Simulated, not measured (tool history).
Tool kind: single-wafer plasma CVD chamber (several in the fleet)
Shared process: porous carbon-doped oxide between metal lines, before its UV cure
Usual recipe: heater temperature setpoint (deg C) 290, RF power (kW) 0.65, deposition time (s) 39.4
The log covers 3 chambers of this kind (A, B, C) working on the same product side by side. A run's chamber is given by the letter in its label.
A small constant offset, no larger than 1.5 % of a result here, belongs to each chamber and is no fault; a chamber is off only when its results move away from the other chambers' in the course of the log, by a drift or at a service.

| run | hour | heater temperature setpoint (deg C) | RF power (kW) | deposition time (s) | read-back reference wafer on the same gauge, thickness_nm | mean film thickness on the monitor wafer (nm) |
|---|---|---|---|---|---|---|
| 1C | 8.5 | 290 | 0.65 | 39.4 | 273.18 | 264.06 |
| 2B | 20.8 | 290 | 0.65 | 39.4 | 272.98 | 263.79 |
| 3A | 31.5 | 290 | 0.65 | 39.4 | 272.98 | 262.42 |
| 4B | 38.6 | 290 | 0.65 | 39.4 | 273.19 | 261.86 |
| 5C | 53.9 | 286 | 0.65 | 44.3 | 272.67 | 300.18 |
| 6A | 68.3 | 286 | 0.65 | 44.3 | 272.58 | 303.46 |
| 7B | 78.2 | 286 | 0.65 | 44.3 | 273.14 | 302.09 |
|  | 87.5 | chamber C: RF generator calibrated |
| 8C | 90.3 | 290 | 0.65 | 39.4 | 273.06 | 263.47 |
| 9A | 104.8 | 290 | 0.65 | 39.4 | 272.91 | 261.87 |
| 10B | 118.8 | 290 | 0.65 | 39.4 | 272.8 | 265.26 |
| 11C | 128.8 | 290 | 0.65 | 39.4 | 273.07 | 261.13 |
| 12A | 142.3 | 290 | 0.65 | 39.4 | 272.94 | 263.93 |
| 13A | 154.2 | 286 | 0.55 | 39.4 | 273.09 | 241.85 |
| 14B | 165 | 286 | 0.55 | 39.4 | 273.1 | 242.3 |
| 15C | 174 | 286 | 0.55 | 39.4 | 272.73 | 242.12 |
| 16A | 188.8 | 290 | 0.65 | 39.4 | 273.3 | 265.9 |
| 17B | 202.6 | 290 | 0.65 | 39.4 | 273.11 | 263.23 |
| 18C | 217.9 | 290 | 0.65 | 39.4 | 272.67 | 264.41 |
| 19C | 231.1 | 290 | 0.72 | 39.4 | 272.88 | 280 |
| 20B | 240.3 | 290 | 0.72 | 39.4 | 273.05 | 281.86 |
| 21A | 255.9 | 290 | 0.72 | 39.4 | 273.26 | 280.28 |
| 22B | 267.8 | 290 | 0.65 | 39.4 | 272.94 | 262.42 |
| 23A | 281.4 | 290 | 0.65 | 39.4 | 273 | 263.93 |
| 24C | 294.8 | 290 | 0.65 | 39.4 | 272.97 | 264.03 |
| 25A | 307.4 | 290 | 0.65 | 39.4 | 272.85 | 262.24 |

One chamber off, gauge drift, or nothing amiss beyond the chambers' own small offsets? If it is a chamber, which one, and what is the likeliest cause?

All chambers stay in line apart from their small fixed offsets, and the gauge does not drift.
